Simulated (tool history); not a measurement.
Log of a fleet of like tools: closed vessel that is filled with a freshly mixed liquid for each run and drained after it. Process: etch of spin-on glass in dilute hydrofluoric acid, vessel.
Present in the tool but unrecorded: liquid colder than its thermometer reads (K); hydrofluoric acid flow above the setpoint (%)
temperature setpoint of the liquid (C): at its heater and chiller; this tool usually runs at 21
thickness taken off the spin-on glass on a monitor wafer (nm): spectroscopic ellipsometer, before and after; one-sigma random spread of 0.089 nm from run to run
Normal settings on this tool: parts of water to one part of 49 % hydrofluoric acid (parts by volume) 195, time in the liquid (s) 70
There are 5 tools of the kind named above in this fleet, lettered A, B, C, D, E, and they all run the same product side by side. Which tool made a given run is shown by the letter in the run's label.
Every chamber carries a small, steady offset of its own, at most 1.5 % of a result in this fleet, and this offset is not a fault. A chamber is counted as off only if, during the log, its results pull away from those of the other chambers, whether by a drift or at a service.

| run | hour | temperature setpoint of the liquid (C) | parts of water to one part of 49 % hydrofluoric acid (parts by volume) | time in the liquid (s) | hours since the thermometer was replaced | hours since the hydrofluoric acid flow meter was replaced | read-back film thickness of the spin-on glass reference wafer, read on the same gauge (nm) | thickness taken off the spin-on glass on a monitor wafer (nm) |
|---|---|---|---|---|---|---|---|---|
| 1D | 9.1 | 21 | 195 | 70 | 343.2 | 576.9 | 60.013 | 9.543 |
|  | 17.5 | chamber E: hydrofluoric acid flow meter replaced |
| 2B | 19.6 | 21 | 195 | 70 | 272.9 | 898.5 | 59.992 | 9.4779 |
| 3A | 29.4 | 21 | 195 | 70 | 313.1 | 2632.6 | 60.001 | 9.4666 |
| 4E | 35.1 | 21 | 195 | 70 | 2093.6 | 17.7 | 60.01 | 9.251 |
| 5C | 43.4 | 24 | 195 | 70 | 381.3 | 500.9 | 60.005 | 10.427 |
| 6E | 49.1 | 24 | 195 | 70 | 2107.6 | 31.7 | 59.991 | 10.44 |
| 7C | 59.9 | 24 | 195 | 70 | 397.8 | 517.4 | 59.994 | 10.512 |
| 8D | 67.1 | 24 | 195 | 70 | 401.2 | 634.9 | 59.983 | 10.76 |
| 9B | 76.2 | 24 | 195 | 70 | 329.5 | 955.1 | 59.99 | 10.82 |
|  | 84 | chamber A: hydrofluoric acid flow meter replaced |
| 10A | 84 | 21 | 195 | 70 | 367.7 | 0 | 59.996 | 9.4099 |
| 11E | 92.5 | 21 | 195 | 70 | 2151 | 75.1 | 59.99 | 9.1945 |
| 12D | 102.9 | 21 | 115 | 30 | 437 | 670.7 | 60.016 | 7.5481 |
| 13B | 112.9 | 21 | 115 | 30 | 366.2 | 991.8 | 59.997 | 7.6512 |
| 14A | 124.2 | 21 | 115 | 30 | 407.9 | 40.2 | 59.999 | 7.5739 |
| 15C | 129.9 | 21 | 115 | 30 | 467.8 | 587.4 | 59.997 | 7.4789 |
| 16D | 135.4 | 21 | 115 | 30 | 469.5 | 703.2 | 59.996 | 7.5374 |
| 17C | 145.1 | 21 | 195 | 70 | 483 | 602.6 | 59.986 | 9.1783 |
| 18A | 153.8 | 21 | 195 | 70 | 437.5 | 69.8 | 59.996 | 9.5383 |
| 19E | 163.7 | 21 | 195 | 70 | 2222.2 | 146.3 | 60.002 | 9.1497 |
| 20B | 170.2 | 24 | 195 | 100 | 423.5 | 1049.1 | 59.989 | 15.867 |
| 21D | 178.1 | 24 | 195 | 100 | 512.2 | 745.9 | 59.998 | 15.15 |
| 22E | 187.1 | 24 | 195 | 100 | 2245.6 | 169.7 | 60.01 | 14.757 |
| 23A | 194 | 24 | 195 | 100 | 477.7 | 110 | 60.004 | 15.031 |
| 24C | 204.8 | 24 | 195 | 100 | 542.7 | 662.3 | 60.033 | 14.78 |
| 25B | 215.5 | 21 | 195 | 70 | 468.8 | 1094.4 | 60.003 | 9.9242 |
| 26A | 226.6 | 17 | 195 | 35 | 510.3 | 142.6 | 59.979 | 4.0059 |
| 27B | 236.5 | 17 | 195 | 35 | 489.8 | 1115.4 | 60.011 | 4.3616 |
| 28E | 246.1 | 17 | 195 | 35 | 2304.6 | 228.7 | 60.013 | 3.9768 |
| 29D | 255.6 | 17 | 195 | 35 | 589.7 | 823.4 | 60.013 | 4.0738 |
|  | 258 | chamber A: thermometer replaced |
| 30C | 260.8 | 17 | 195 | 35 | 598.7 | 718.3 | 60 | 3.9625 |
| 31D | 267.6 | 21 | 195 | 70 | 601.7 | 835.4 | 59.996 | 9.3101 |
| 32C | 275.1 | 21 | 195 | 70 | 613 | 732.6 | 60.001 | 9.3338 |
| 33A | 280.4 | 21 | 195 | 70 | 22.5 | 196.4 | 60.008 | 9.4176 |
| 34B | 286.2 | 21 | 195 | 70 | 539.5 | 1165.1 | 60.016 | 10.637 |
| 35E | 295.4 | 21 | 195 | 70 | 2353.9 | 278 | 59.997 | 9.1851 |

Decide between three cases: one chamber stands off from its peers, the gauge reading all wafers drifts, or nothing is wrong past each chamber's small offset. Where a chamber is off, say which and what most likely put it there.

One chamber, B, drifts off from the rest bit by bit.
Most likely cause: hydrofluoric acid flow above the setpoint (%) = 9.88.
The log might look much the same if the cause were instead: liquid hotter than its thermometer reads (K).

Chamber B could run next with any of the 4 candidate recipes listed below; each alters the usual settings, and their results appear as question marks. Which one brings its results back in line with what the other chambers deliver on the usual settings?
Allowed miss from the other chambers' usual-settings mean, per result, to count as in line: thickness taken off the spin-on glass on a monitor wafer (nm) 0.31
| 36B-1 | 303.8 | 21 | 215 | 70 |  |  |  | ? |
| 36B-2 | 303.8 | 21.5 | 180 | 70 |  |  |  | ? |
| 36B-3 | 303.8 | 19.5 | 195 | 70 |  |  |  | ? |
| 36B-4 | 303.8 | 21 | 195 | 75 |  |  |  | ? |

The mean the other chambers reach with the usual settings: thickness taken off the spin-on glass on a monitor wafer (nm) 9.3906
| run | thickness taken off the spin-on glass on a monitor wafer (nm) |
|---|---|
| 36B-1 | 9.4424 |
| 36B-2 | 11.913 |
| 36B-3 | 10.012 |
| 36B-4 | 11.379 |
Change 36B-1 lands the chamber within the allowed miss of the other chambers.

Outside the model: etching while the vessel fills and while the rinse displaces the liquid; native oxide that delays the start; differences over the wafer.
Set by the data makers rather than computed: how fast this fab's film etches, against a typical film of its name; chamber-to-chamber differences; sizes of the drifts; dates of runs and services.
